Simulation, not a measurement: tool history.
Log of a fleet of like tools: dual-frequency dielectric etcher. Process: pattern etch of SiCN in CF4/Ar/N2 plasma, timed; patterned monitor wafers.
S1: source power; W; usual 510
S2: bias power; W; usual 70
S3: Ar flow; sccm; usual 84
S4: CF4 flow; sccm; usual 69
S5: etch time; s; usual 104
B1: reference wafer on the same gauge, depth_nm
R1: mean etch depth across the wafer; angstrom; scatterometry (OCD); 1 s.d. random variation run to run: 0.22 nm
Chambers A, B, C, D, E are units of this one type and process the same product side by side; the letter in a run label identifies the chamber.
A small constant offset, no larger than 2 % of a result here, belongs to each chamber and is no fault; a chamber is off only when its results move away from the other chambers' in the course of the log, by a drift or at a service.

run	hour	S1	S2	S3	S4	S5	B1	R1
1E	9.3	510	70	84	69	104	110.93	1013.20
2A	23.2	510	70	84	69	104	110.97	1013.80
3C	32.2	510	70	84	69	104	111.00	1027.60
4D	43.2	510	70	84	69	104	110.94	1003.60
5B	58.6	410	70	84	69	104	110.95	834.66
6A	68.2	410	70	84	69	104	111.00	834.52
7B	79.0	410	70	84	69	104	111.02	838.86
8D	87.2	410	70	84	69	104	110.96	826.63
9C	99.7	410	70	84	69	104	110.99	851.72
10E	109.2	510	70	84	69	104	110.98	1015.30
# hour 116.0: chamber A: wet clean of the chamber
11E	119.0	510	70	76	69	104	110.98	1028.20
# hour 119.2: chamber A: bias power generator calibrated
12A	127.9	510	70	76	69	104	110.98	1027.60
13D	137.9	510	70	76	69	104	111.02	1023.50
14B	148.9	510	70	76	69	104	111.00	1028.30
15C	158.0	510	70	76	69	104	110.97	1041.90
16C	167.0	510	70	84	69	104	111.04	1029.10
17D	177.0	510	70	84	69	104	111.03	1002.50
18B	184.8	510	70	84	69	104	111.04	1010.90
19A	192.5	510	70	84	69	104	111.04	1011.00
# hour 197.0: chamber D: source power generator calibrated
20E	207.0	510	70	84	69	104	111.00	1009.20
21C	216.2	510	70	84	69	104	111.05	1026.00
22E	229.2	510	70	84	69	104	111.00	1014.70
23A	244.3	510	56	84	69	104	111.02	941.88
24D	251.5	510	56	84	69	104	110.97	908.62
25B	266.5	510	56	84	69	104	111.06	944.24
26D	280.7	510	56	84	69	104	110.99	909.39
27E	295.6	510	56	84	69	104	111.03	943.17
28A	306.4	510	70	84	69	104	111.04	1008.20
29B	318.4	510	70	84	69	104	110.95	1014.00
30C	335.1	510	70	84	69	104	111.00	1026.00
# hour 340.4: chamber B: wet clean of the chamber
31B	342.5	510	70	84	69	104	111.03	1011.90
32C	353.2	510	70	84	69	104	110.99	1025.60
33A	362.8	510	70	84	69	104	111.00	1007.80
34E	374.4	510	70	84	69	104	110.99	1015.60
35D	382.0	510	70	84	69	104	110.99	976.71

All 5 chambers run these settings next. Forecast each chamber's results:
36A	394.0	510	70	84	69	104		?
36B	394.0	510	70	84	69	104		?
36C	394.0	510	70	84	69	104		?
36D	394.0	510	70	84	69	104		?
36E	394.0	510	70	84	69	104		?

run	R1
36A	1011.80
36B	1015.90
36C	1029.30
36D	976.58
36E	1010.20

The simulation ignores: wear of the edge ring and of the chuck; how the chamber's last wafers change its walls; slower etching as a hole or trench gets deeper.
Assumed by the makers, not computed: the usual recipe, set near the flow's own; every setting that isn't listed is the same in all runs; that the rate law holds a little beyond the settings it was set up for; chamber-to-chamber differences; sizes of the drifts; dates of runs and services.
